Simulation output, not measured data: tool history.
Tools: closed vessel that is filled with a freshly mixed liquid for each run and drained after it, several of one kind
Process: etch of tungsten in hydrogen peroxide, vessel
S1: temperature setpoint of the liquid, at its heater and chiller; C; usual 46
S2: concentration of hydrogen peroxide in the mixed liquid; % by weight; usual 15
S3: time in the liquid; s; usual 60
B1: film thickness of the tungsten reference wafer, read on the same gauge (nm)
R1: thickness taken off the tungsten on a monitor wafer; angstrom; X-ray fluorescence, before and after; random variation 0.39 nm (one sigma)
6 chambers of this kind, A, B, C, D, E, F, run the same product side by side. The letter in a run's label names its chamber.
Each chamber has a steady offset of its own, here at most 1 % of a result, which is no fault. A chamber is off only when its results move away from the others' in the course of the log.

| run | hour | S1 | S2 | S3 | B1 | R1 |
|---|---|---|---|---|---|---|
| 1C | 12.7 | 46 | 15 | 60 | 129.99 | 566.67 |
| 2F | 22.8 | 46 | 15 | 60 | 130.01 | 578.58 |
| 3B | 34.2 | 46 | 15 | 60 | 129.97 | 577.53 |
| 4E | 41.2 | 46 | 15 | 60 | 129.99 | 576.82 |
| 5D | 47.8 | 46 | 15 | 60 | 130.07 | 572.44 |
| 6A | 58.1 | 46 | 15 | 60 | 129.96 | 580.28 |
| 7E | 71.2 | 46 | 15 | 60 | 129.98 | 579.22 |
|  | 85.7 | chamber D: peroxide flow meter replaced |
| 8F | 86.1 | 40 | 13 | 60 | 130.01 | 364.27 |
|  | 89.8 | chamber C: peroxide flow meter replaced |
| 9C | 100.7 | 40 | 13 | 60 | 130.01 | 354.62 |
|  | 102.5 | chamber A: thermometer replaced |
| 10D | 109.9 | 40 | 13 | 60 | 130.06 | 363.3 |
| 11A | 117.3 | 40 | 13 | 60 | 130.01 | 365.33 |
| 12B | 129 | 40 | 13 | 60 | 130.01 | 370.63 |
| 13C | 137.7 | 40 | 13 | 60 | 130.01 | 360.19 |
| 14F | 151.3 | 46 | 15 | 60 | 129.99 | 571.5 |
| 15B | 163.5 | 41 | 15 | 75 | 129.97 | 524.93 |
| 16D | 177 | 41 | 15 | 75 | 130.04 | 516.9 |
| 17A | 188.3 | 41 | 15 | 75 | 129.96 | 518.24 |
| 18E | 200.2 | 41 | 15 | 75 | 129.97 | 529.59 |
| 19C | 207.3 | 41 | 15 | 75 | 129.96 | 515.52 |
| 20E | 220.2 | 41 | 15 | 75 | 130.02 | 524.77 |
| 21A | 235 | 46 | 15 | 60 | 130.04 | 577.48 |
| 22B | 250.1 | 46 | 15 | 60 | 130.04 | 581.07 |
| 23F | 261.7 | 46 | 15 | 60 | 130.05 | 574.79 |
| 24D | 270.8 | 46 | 15 | 60 | 130 | 574.8 |
| 25D | 280.5 | 50 | 17 | 60 | 129.99 | 783.76 |
|  | 282.7 | chamber A: peroxide flow meter replaced |
| 26C | 288.7 | 50 | 17 | 60 | 129.98 | 782.76 |
|  | 288.9 | chamber F: new drum of peroxide connected |
| 27B | 302.4 | 50 | 17 | 60 | 130.01 | 788.56 |
|  | 312 | chamber C: new drum of peroxide connected |
| 28F | 316.2 | 50 | 17 | 60 | 130.01 | 776.16 |
|  | 317.9 | chamber D: thermometer replaced |
| 29A | 323.5 | 50 | 17 | 60 | 129.98 | 797.01 |
| 30E | 334.1 | 50 | 17 | 60 | 130.04 | 753.58 |
| 31B | 346.5 | 46 | 15 | 60 | 130.02 | 578.65 |
| 32A | 360.3 | 46 | 15 | 60 | 130 | 571.17 |
| 33C | 374.9 | 41 | 15 | 50 | 129.99 | 343.92 |
| 34F | 381.6 | 41 | 15 | 50 | 130.01 | 351.14 |
| 35D | 395.4 | 41 | 15 | 50 | 129.96 | 346.85 |
| 36E | 404.7 | 41 | 15 | 50 | 130 | 330.99 |
| 37E | 413 | 41 | 15 | 50 | 130.04 | 324.36 |
| 38B | 421.7 | 41 | 15 | 50 | 130.01 | 352 |
| 39F | 433.3 | 46 | 15 | 60 | 130.02 | 575.34 |
| 40C | 442.5 | 46 | 12 | 90 | 130.02 | 771.96 |
| 41A | 451.8 | 46 | 12 | 90 | 129.97 | 782.97 |
| 42D | 460.2 | 46 | 12 | 90 | 130.01 | 775.96 |

Next, every chamber runs the same settings. What will each give?
| 43A | 471.1 | 46 | 15 | 75 |  | ? |
| 43B | 471.1 | 46 | 15 | 75 |  | ? |
| 43C | 471.1 | 46 | 15 | 75 |  | ? |
| 43D | 471.1 | 46 | 15 | 75 |  | ? |
| 43E | 471.1 | 46 | 15 | 75 |  | ? |
| 43F | 471.1 | 46 | 15 | 75 |  | ? |

| run | R1 |
|---|---|
| 43A | 721.89 |
| 43B | 729.13 |
| 43C | 715.89 |
| 43D | 718.61 |
| 43E | 677.37 |
| 43F | 709.57 |
